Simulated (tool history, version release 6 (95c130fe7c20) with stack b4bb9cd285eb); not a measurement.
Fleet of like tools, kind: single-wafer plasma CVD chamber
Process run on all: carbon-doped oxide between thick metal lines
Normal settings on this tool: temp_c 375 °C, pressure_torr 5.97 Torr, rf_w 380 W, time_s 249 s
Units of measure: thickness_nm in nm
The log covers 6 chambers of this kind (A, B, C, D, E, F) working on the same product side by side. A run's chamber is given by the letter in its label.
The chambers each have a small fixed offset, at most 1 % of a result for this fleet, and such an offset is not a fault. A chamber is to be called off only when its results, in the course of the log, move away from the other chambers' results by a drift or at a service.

run   hour  temp_c  pressure_torr  rf_w  time_s  hours since the last thermocouple change  hours since the last RF generator calibration  hours since the last manometer calibration  read-back reference wafer on the same gauge, thickness_nm  thickness_nm
 1A    7.5     375           5.97   380     249                                     430.5                                         1472.2                                       937.6                                                     1120.0       1005.60
 2F   15.3     375           5.97   380     249                                     167.1                                         1360.5                                       772.3                                                     1120.0       1006.90
 3E   23.6     375           5.97   380     249                                     739.2                                          629.8                                      1211.5                                                     1120.3        997.62
 4D   36.3     375           5.97   380     249                                    1135.4                                          823.6                                       575.6                                                     1120.2       1004.40
 5B   44.6     375           5.97   455     249                                     396.9                                         1598.0                                       872.0                                                     1120.7       1142.30
 6C   57.0     375           5.97   455     249                                     190.3                                          540.9                                      1144.1                                                     1121.2       1146.70
 7C   65.6     375           5.97   455     249                                     198.9                                          549.5                                      1152.7                                                     1120.8       1148.80
      70.0  -- chamber C: capacitance manometer re-zeroed and calibrated
 8B   73.6     375           5.97   455     249                                     425.9                                         1627.0                                       901.0                                                     1121.2       1143.10
      76.3  -- chamber D: thermocouple changed; heater temperature recalibrated
 9A   82.2     375           5.97   455     249                                     505.2                                         1546.9                                      1012.3                                                     1120.7       1142.60
10D   88.6     375           5.97   455     249                                      12.3                                          875.9                                       627.9                                                     1121.2       1152.00
11F   94.5     375           5.97   380     249                                     246.3                                         1439.7                                       851.5                                                     1121.4       1005.60
12E  101.9     375           5.97   380     249                                     817.5                                          708.1                                      1289.8                                                     1121.5       1000.30
13A  109.6     375           5.97   380     249                                     532.6                                         1574.3                                      1039.7                                                     1121.5       1005.90
14C  116.4     375           5.97   380     249                                     249.7                                          600.3                                        46.5                                                     1121.9       1008.00
15B  125.5     375           5.97   380     249                                     477.8                                         1678.9                                       952.9                                                     1122.0       1001.80
16D  134.5     375           5.97   380     249                                      58.2                                          921.8                                       673.8                                                     1122.0       1005.90
17F  146.2     375           5.97   380     249                                     298.0                                         1491.4                                       903.2                                                     1122.2       1008.00
     152.4  -- chamber B: RF generator calibrated
18E  155.0     375           5.97   380     249                                     870.6                                          761.2                                      1342.9                                                     1122.4        998.96
19A  163.8     375           5.97   380     249                                     586.8                                         1628.5                                      1093.9                                                     1122.2       1006.80
20F  171.9     375           5.97   380     249                                     323.7                                         1517.1                                       928.9                                                     1122.3       1007.30
     179.5  -- chamber D: RF generator calibrated
21D  181.2     375           5.97   380     249                                     104.9                                            1.8                                       720.5                                                     1122.6       1008.20
22C  190.0     375           5.97   380     249                                     323.3                                          673.9                                       120.1                                                     1122.9       1010.60
23E  203.0     375           5.97   380     249                                     918.6                                          809.2                                      1390.9                                                     1123.1       1000.20
24B  213.1     375           5.97   380     249                                     565.4                                           60.8                                      1040.5                                                     1122.7        999.83
25C  225.1     375           5.97   380     249                                     358.4                                          709.0                                       155.2                                                     1123.0       1010.90
26B  233.6     375           5.97   380     249                                     585.9                                           81.3                                      1061.0                                                     1123.7       1000.60
27D  246.9     375           5.97   380     249                                     170.6                                           67.5                                       786.2                                                     1123.7       1010.90
28E  255.3     375           5.97   380     249                                     970.9                                          861.5                                      1443.2                                                     1123.9       1002.00
     258.5  -- chamber E: capacitance manometer re-zeroed and calibrated
     261.5  -- chamber F: RF generator calibrated
29F  268.3     375           5.97   380     249                                     420.1                                            6.8                                      1025.3                                                     1123.7       1007.70
     277.9  -- chamber A: RF generator calibrated
30A  279.7     375           5.97   380     249                                     702.7                                            1.9                                      1209.8                                                     1124.2       1008.70
31C  291.9     375           5.97   380     249                                     425.2                                          775.8                                       222.0                                                     1124.2       1009.40
32B  298.6     375           5.97   380     249                                     650.9                                          146.3                                      1126.0                                                     1124.6       1005.60
33A  306.5     375           5.97   380     230                                     729.5                                           28.7                                      1236.6                                                     1124.6        931.54
34F  314.4     375           5.97   380     230                                     466.2                                           52.9                                      1071.4                                                     1124.8        931.65
35E  326.6     375           5.97   380     230                                    1042.2                                          932.8                                        68.2                                                     1124.9        926.18
36D  334.3     375           5.97   380     230                                     258.0                                          154.9                                       873.6                                                     1125.0        933.32
37D  343.9     375           5.97   380     230                                     267.6                                          164.5                                       883.2                                                     1125.0        933.86
38E  352.6     375           5.97   380     230                                    1068.2                                          958.8                                        94.2                                                     1124.9        926.40
39F  361.9     375           5.97   380     249                                     513.7                                          100.4                                      1118.9                                                     1125.5       1011.70
40B  370.8     375           5.97   380     249                                     723.1                                          218.5                                      1198.2                                                     1125.7       1003.90

All 6 chambers run these settings next. Forecast each chamber's results:
41A  380.4     375           5.97   380     249                                                                                                                                                                                                             ?
41B  380.4     375           5.97   380     249                                                                                                                                                                                                             ?
41C  380.4     375           5.97   380     249                                                                                                                                                                                                             ?
41D  380.4     375           5.97   380     249                                                                                                                                                                                                             ?
41E  380.4     375           5.97   380     249                                                                                                                                                                                                             ?
41F  380.4     375           5.97   380     249                                                                                                                                                                                                             ?

run  thickness_nm
41A       1009.60
41B       1002.70
41C       1012.70
41D       1010.10
41E       1003.30
41F       1008.10
